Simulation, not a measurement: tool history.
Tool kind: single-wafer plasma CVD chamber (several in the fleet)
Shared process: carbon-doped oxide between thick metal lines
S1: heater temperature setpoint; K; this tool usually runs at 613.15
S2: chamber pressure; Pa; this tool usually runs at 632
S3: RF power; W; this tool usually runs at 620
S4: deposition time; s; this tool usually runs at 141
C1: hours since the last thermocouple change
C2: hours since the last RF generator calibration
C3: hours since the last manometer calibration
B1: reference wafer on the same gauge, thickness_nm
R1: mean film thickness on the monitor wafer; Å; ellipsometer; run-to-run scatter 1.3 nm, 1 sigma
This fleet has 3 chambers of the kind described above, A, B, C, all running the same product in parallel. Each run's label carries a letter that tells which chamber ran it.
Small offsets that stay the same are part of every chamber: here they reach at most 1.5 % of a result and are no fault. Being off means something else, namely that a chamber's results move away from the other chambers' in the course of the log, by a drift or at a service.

run,hour,S1,S2,S3,S4,C1,C2,C3,B1,R1
1C,14.5,613.15,632,620,141,422.9,207.0,463.8,768.20,8171.5
2A,28.3,613.15,632,620,141,170.9,238.9,1003.4,768.67,8179.7
3B,35.2,613.15,632,620,141,2111.7,589.8,1137.8,768.56,8192.7
4B,47.8,613.15,632,620,141,2124.3,602.4,1150.4,768.49,8193.9
5C,56.0,613.15,632,620,141,464.4,248.5,505.3,768.25,8180.7
6A,68.5,613.15,632,620,141,211.1,279.1,1043.6,768.71,8178.8
7B,81.3,613.15,632,620,141,2157.8,635.9,1183.9,769.06,8208.8
8A,91.4,613.15,632,620,141,234.0,302.0,1066.5,769.11,8194.4
9C,100.0,613.15,632,620,141,508.4,292.5,549.3,769.17,8186.6
10B,115.5,613.15,632,620,141,2192.0,670.1,1218.1,769.31,8237.4
11A,126.5,613.15,632,670,141,269.1,337.1,1101.6,769.57,8558.7
12C,137.2,613.15,632,670,141,545.6,329.7,586.5,769.51,8581.3
13A,144.6,613.15,632,670,141,287.2,355.2,1119.7,769.65,8569.0
14C,159.0,613.15,632,620,141,567.4,351.5,608.3,769.60,8184.1
15B,168.5,613.15,632,620,141,2245.0,723.1,1271.1,769.46,8227.5
16B,181.2,613.15,632,620,141,2257.7,735.8,1283.8,769.54,8227.7
17C,196.4,613.15,632,685,153,604.8,388.9,645.7,769.82,9441.8
18A,206.6,613.15,632,685,153,349.2,417.2,1181.7,770.01,9415.4
19C,220.3,613.15,632,685,153,628.7,412.8,669.6,770.33,9425.1
20B,233.6,613.15,632,620,141,2310.1,788.2,1336.2,770.01,8211.4
21A,241.2,613.15,632,620,141,383.8,451.8,1216.3,770.67,8190.4
# hour 246.9: chamber A: capacitance manometer re-zeroed and calibrated
22B,254.4,613.15,516,620,153,2330.9,809.0,1357.0,770.58,8647.9
23C,266.0,613.15,516,620,153,674.4,458.5,715.3,770.69,8638.8
24A,281.0,613.15,516,620,153,423.6,491.6,34.1,771.19,8604.9
# hour 292.8: chamber B: thermocouple changed; heater temperature recalibrated
25B,296.3,613.15,632,620,141,3.6,850.9,1398.9,771.09,8227.7
26C,311.9,613.15,632,545,125,720.3,504.4,761.2,770.70,6761.6
27A,320.9,613.15,632,545,125,463.5,531.5,74.0,771.26,6736.2
28C,331.8,613.15,632,545,125,740.2,524.3,781.1,770.88,6744.1
29B,344.9,613.15,632,620,141,52.2,899.5,1447.5,771.30,8242.7
30A,359.3,613.15,632,620,141,501.9,569.9,112.4,771.65,8203.6
31B,375.2,613.15,783,620,141,82.5,929.8,1477.8,771.53,8478.4
32A,382.7,613.15,783,620,141,525.3,593.3,135.8,771.49,8474.2
33C,394.3,613.15,783,620,141,802.7,586.8,843.6,771.79,8479.0
34B,402.6,613.15,632,620,141,109.9,957.2,1505.2,771.86,8235.1
35C,410.4,613.15,632,620,141,818.8,602.9,859.7,772.10,8232.9
36A,426.3,613.15,632,620,141,568.9,636.9,179.4,772.14,8197.7
37C,435.5,613.15,632,620,141,843.9,628.0,884.8,772.12,8224.8
38B,449.7,613.15,632,620,141,157.0,1004.3,1552.3,772.24,8253.4
39A,457.2,613.15,632,620,141,599.8,667.8,210.3,772.42,8213.8
40A,469.7,613.15,632,620,141,612.3,680.3,222.8,772.35,8193.6
# hour 477.0: chamber B: capacitance manometer re-zeroed and calibrated
41C,477.0,613.15,632,620,141,885.4,669.5,926.3,772.56,8213.8
42B,492.5,613.15,632,620,141,199.8,1047.1,15.5,772.80,8275.2
43B,503.1,613.15,632,620,141,210.4,1057.7,26.1,773.23,8235.6
44A,512.5,613.15,632,680,141,655.1,723.1,265.6,772.62,8676.9

Does one chamber stand apart from the rest, does the shared gauge drift, or is all well apart from small per-chamber offsets? Give the chamber and the most likely cause, where there is one.

No chamber is off; the gauge reading every chamber's wafers drifts, which makes the whole fleet appear to move together.
What lies behind it: gauge reads high (%) = 0.658.
